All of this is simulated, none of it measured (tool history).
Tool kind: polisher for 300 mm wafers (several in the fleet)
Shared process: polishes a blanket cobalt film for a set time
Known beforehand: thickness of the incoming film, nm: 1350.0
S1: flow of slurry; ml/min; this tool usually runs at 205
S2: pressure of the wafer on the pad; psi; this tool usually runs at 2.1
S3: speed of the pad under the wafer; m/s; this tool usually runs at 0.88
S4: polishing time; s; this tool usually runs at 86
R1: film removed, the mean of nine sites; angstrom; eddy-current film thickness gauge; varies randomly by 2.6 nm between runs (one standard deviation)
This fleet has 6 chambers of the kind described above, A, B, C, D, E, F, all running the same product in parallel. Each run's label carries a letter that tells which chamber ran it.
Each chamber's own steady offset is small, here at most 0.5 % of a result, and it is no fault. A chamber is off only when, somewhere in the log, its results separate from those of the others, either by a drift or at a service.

run,hour,S1,S2,S3,S4,R1
1C,9.1,205,2.1,0.88,86,3224.6
# hour 9.4: chamber D: slurry nozzle cleaned
2B,17.3,205,2.1,0.88,86,3243.6
3F,25.0,205,2.1,0.88,86,3206.5
# hour 26.7: chamber D: worn pad replaced by a new one
4D,33.2,205,2.1,0.88,86,3228.0
5E,42.8,205,2.1,0.88,86,3277.3
6A,50.7,205,2.1,0.88,86,3240.1
# hour 53.0: chamber A: slurry nozzle cleaned
# hour 53.3: chamber F: worn pad replaced by a new one
7B,59.2,205,2.1,0.88,86,3215.4
# hour 61.0: chamber C: worn pad replaced by a new one
8F,69.3,205,2.1,0.88,86,3220.5
9A,75.5,205,2.1,0.88,86,3223.1
# hour 78.9: chamber C: slurry nozzle cleaned
10D,83.5,205,2.1,0.88,86,3273.6
# hour 88.0: chamber C: head pressure recalibrated
11E,93.8,205,2.1,0.88,86,3236.5
12C,99.1,205,2.1,0.88,114,4298.2
# hour 102.0: chamber A: head pressure recalibrated
13E,107.2,205,2.1,0.88,114,4303.1
14C,111.8,205,2.1,0.88,114,4318.8
15A,121.1,205,2.1,0.88,114,4324.3
16D,129.2,205,2.1,0.88,114,4339.2
# hour 133.5: chamber E: worn pad replaced by a new one
17B,133.8,205,2.1,0.88,114,4110.5
# hour 142.8: chamber D: worn pad replaced by a new one
# hour 143.2: chamber A: worn pad replaced by a new one
18F,143.3,205,2.1,0.88,86,3233.6
19A,152.8,205,2.1,0.88,86,3262.2
# hour 156.3: chamber F: slurry nozzle cleaned
20B,158.1,205,2.1,0.88,86,3124.0
# hour 167.2: chamber B: worn pad replaced by a new one
21D,168.0,205,2.1,0.88,86,3263.4
22C,174.2,205,2.1,0.88,86,3213.2
# hour 176.4: chamber F: head pressure recalibrated
# hour 177.4: chamber F: worn pad replaced by a new one
23E,184.1,205,2.1,0.88,86,3254.7
24F,193.1,205,2.1,0.88,86,3191.8
25F,200.7,205,1.5,1.10,86,2900.1
26E,206.5,205,1.5,1.10,86,2821.4
27D,211.6,205,1.5,1.10,86,2902.5
# hour 217.5: chamber C: worn pad replaced by a new one
28C,218.2,205,1.5,1.10,86,2838.1
29A,224.8,205,1.5,1.10,86,2873.7
30B,230.0,205,1.5,1.10,86,2684.4
# hour 230.7: chamber D: worn pad replaced by a new one
# hour 234.8: chamber D: slurry nozzle cleaned
31E,235.2,230,2.6,0.88,86,4068.2
32D,245.1,230,2.6,0.88,86,4070.9
33B,251.6,230,2.6,0.88,86,3809.0
34C,257.1,230,2.6,0.88,86,4092.3
# hour 261.2: chamber A: slurry nozzle cleaned
35A,263.2,230,2.6,0.88,86,4089.0
36F,272.2,230,2.6,0.88,86,4085.1
37D,278.8,205,2.1,0.88,86,3251.4
38E,284.3,205,2.1,0.88,86,3202.8
39A,294.2,205,2.1,0.88,86,3273.0
40B,300.8,205,2.1,0.88,86,2992.9
# hour 306.3: chamber F: worn pad replaced by a new one
# hour 307.5: chamber B: worn pad replaced by a new one
41C,310.4,205,2.1,0.88,86,3245.3
42F,316.5,170,2.1,0.88,86,3160.8
43B,327.1,170,2.1,0.88,86,2864.6
44C,335.3,170,2.1,0.88,86,3123.2

What goes on in this fleet: one chamber off, a drifting gauge, or nothing beyond the chambers' own small offsets? Name the chamber and the cause, if any.

Chamber B drifts away from the others.
Most likely cause: head's pressure below its setpoint, % = 9.32.
With only this log, it may be confused with: slurry flow missing at the pad, %.

Below are 4 candidate recipes for chamber B's next run, each the usual settings with a change, their results shown as question marks. Which of them brings B's results back in line with what the other chambers give on the usual settings?
In line means no further than this from the other chambers' mean on the usual settings: R1 91.0 angstrom
45B-1,342.9,205,2.1,0.92,91,?
45B-2,342.9,205,2.1,0.86,84,?
45B-3,342.9,205,2.0,0.86,83,?
45B-4,342.9,205,2.1,0.92,86,?

On the usual settings, the other chambers give on average: R1 3234.1 angstrom
run,R1
45B-1,3228.1
45B-2,2787.5
45B-3,2621.4
45B-4,3050.7
The right change is 45B-1: it brings the chamber back within the allowed miss of the others.

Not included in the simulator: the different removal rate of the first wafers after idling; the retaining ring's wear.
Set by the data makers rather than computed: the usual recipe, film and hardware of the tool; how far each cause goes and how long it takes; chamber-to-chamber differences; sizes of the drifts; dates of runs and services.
